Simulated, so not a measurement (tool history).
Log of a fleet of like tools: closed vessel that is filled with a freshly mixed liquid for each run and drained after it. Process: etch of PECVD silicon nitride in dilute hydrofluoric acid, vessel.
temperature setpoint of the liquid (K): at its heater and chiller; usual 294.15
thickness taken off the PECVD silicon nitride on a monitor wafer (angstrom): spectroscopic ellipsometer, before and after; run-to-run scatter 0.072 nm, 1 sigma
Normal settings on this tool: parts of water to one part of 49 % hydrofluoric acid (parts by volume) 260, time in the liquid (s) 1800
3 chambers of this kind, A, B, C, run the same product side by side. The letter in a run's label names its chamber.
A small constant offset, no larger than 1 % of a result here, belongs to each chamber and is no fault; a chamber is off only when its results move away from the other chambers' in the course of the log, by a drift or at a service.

run	day	temperature setpoint of the liquid (K)	parts of water to one part of 49 % hydrofluoric acid (parts by volume)	time in the liquid (s)	read-back film thickness of the PECVD silicon nitride reference wafer, read on the same gauge (nm)	thickness taken off the PECVD silicon nitride on a monitor wafer (angstrom)
1C	0.333	294.15	260	1800	119.99	127.31
2A	0.721	294.15	260	1800	119.98	130.10
3B	1.117	294.15	260	1800	119.99	129.51
4C	1.475	294.15	260	1800	119.98	126.81
5B	1.846	294.15	260	1800	119.99	128.31
6A	2.038	294.15	260	1800	120.02	128.43
7B	2.312	294.15	260	1800	120.00	129.88
# day 2.492: chamber C: hydrofluoric acid flow meter replaced
8C	2.517	294.15	260	1800	119.99	126.64
9A	2.821	294.15	145	2150	119.99	266.79
10B	3.096	294.15	145	2150	119.99	267.99
11A	3.392	294.15	145	2150	119.99	266.01
12C	3.621	294.15	260	1800	120.00	127.11
# day 3.804: chamber B: thermometer replaced
13C	3.904	294.15	260	1800	119.99	126.30
14B	4.325	294.15	260	1800	120.00	129.59
15A	4.512	294.15	260	1800	120.00	126.62
16A	4.746	294.15	260	1800	120.00	126.47
17B	5.058	294.15	260	1800	120.00	128.76
18C	5.288	294.15	260	2405	120.01	169.48
19A	5.696	294.15	260	2405	119.98	166.73
20C	5.996	294.15	260	2405	120.00	167.85
21B	6.317	294.15	260	1800	119.99	128.10
22B	6.738	294.15	260	1800	119.99	129.34
23A	6.954	294.15	260	1800	120.00	125.01
24C	7.267	297.15	260	2670	120.00	227.28
25A	7.496	297.15	260	2670	120.00	221.94
26C	7.800	297.15	260	2670	119.99	228.06
27B	8.029	294.15	260	1800	120.01	129.92
28B	8.346	294.15	260	1800	119.99	129.08
29C	8.629	290.15	195	1800	120.00	128.07
30A	8.988	290.15	195	1800	120.01	125.04
31B	9.238	290.15	195	1800	120.00	129.24
32A	9.488	294.15	305	1800	119.99	105.72
33C	9.846	294.15	305	1800	120.00	108.95
34C	10.275	294.15	305	1800	120.00	109.02
35B	10.625	294.15	260	1800	119.99	127.85

Is one chamber off against the others, does the gauge drift, or is nothing wrong? If a chamber is off, say which, and what the likeliest cause is.

It is chamber A that slowly wanders off from its peers.
Cause: liquid colder than its thermometer reads (K) = 0.787.
It could be hard to tell apart here from: hydrofluoric acid flow below the setpoint (%).

Chamber A could run next with any of the 4 candidate recipes listed below; each alters the usual settings, and their results appear as question marks. Which one brings its results back in line with what the other chambers deliver on the usual settings?
In line means no further than this from the other chambers' mean on the usual settings: thickness taken off the PECVD silicon nitride on a monitor wafer (angstrom) 2.50
36A-1	10.933	293.65	260	1685		?
36A-2	10.933	294.15	260	1725		?
36A-3	10.933	294.15	255	1840		?
36A-4	10.933	294.15	260	1970		?

The mean the other chambers reach with the usual settings: thickness taken off the PECVD silicon nitride on a monitor wafer (angstrom) 127.86
run	thickness taken off the PECVD silicon nitride on a monitor wafer (angstrom)
36A-1	110.91
36A-2	117.25
36A-3	127.41
36A-4	133.91
The right change is 36A-3: it brings the chamber back within the allowed miss of the others.

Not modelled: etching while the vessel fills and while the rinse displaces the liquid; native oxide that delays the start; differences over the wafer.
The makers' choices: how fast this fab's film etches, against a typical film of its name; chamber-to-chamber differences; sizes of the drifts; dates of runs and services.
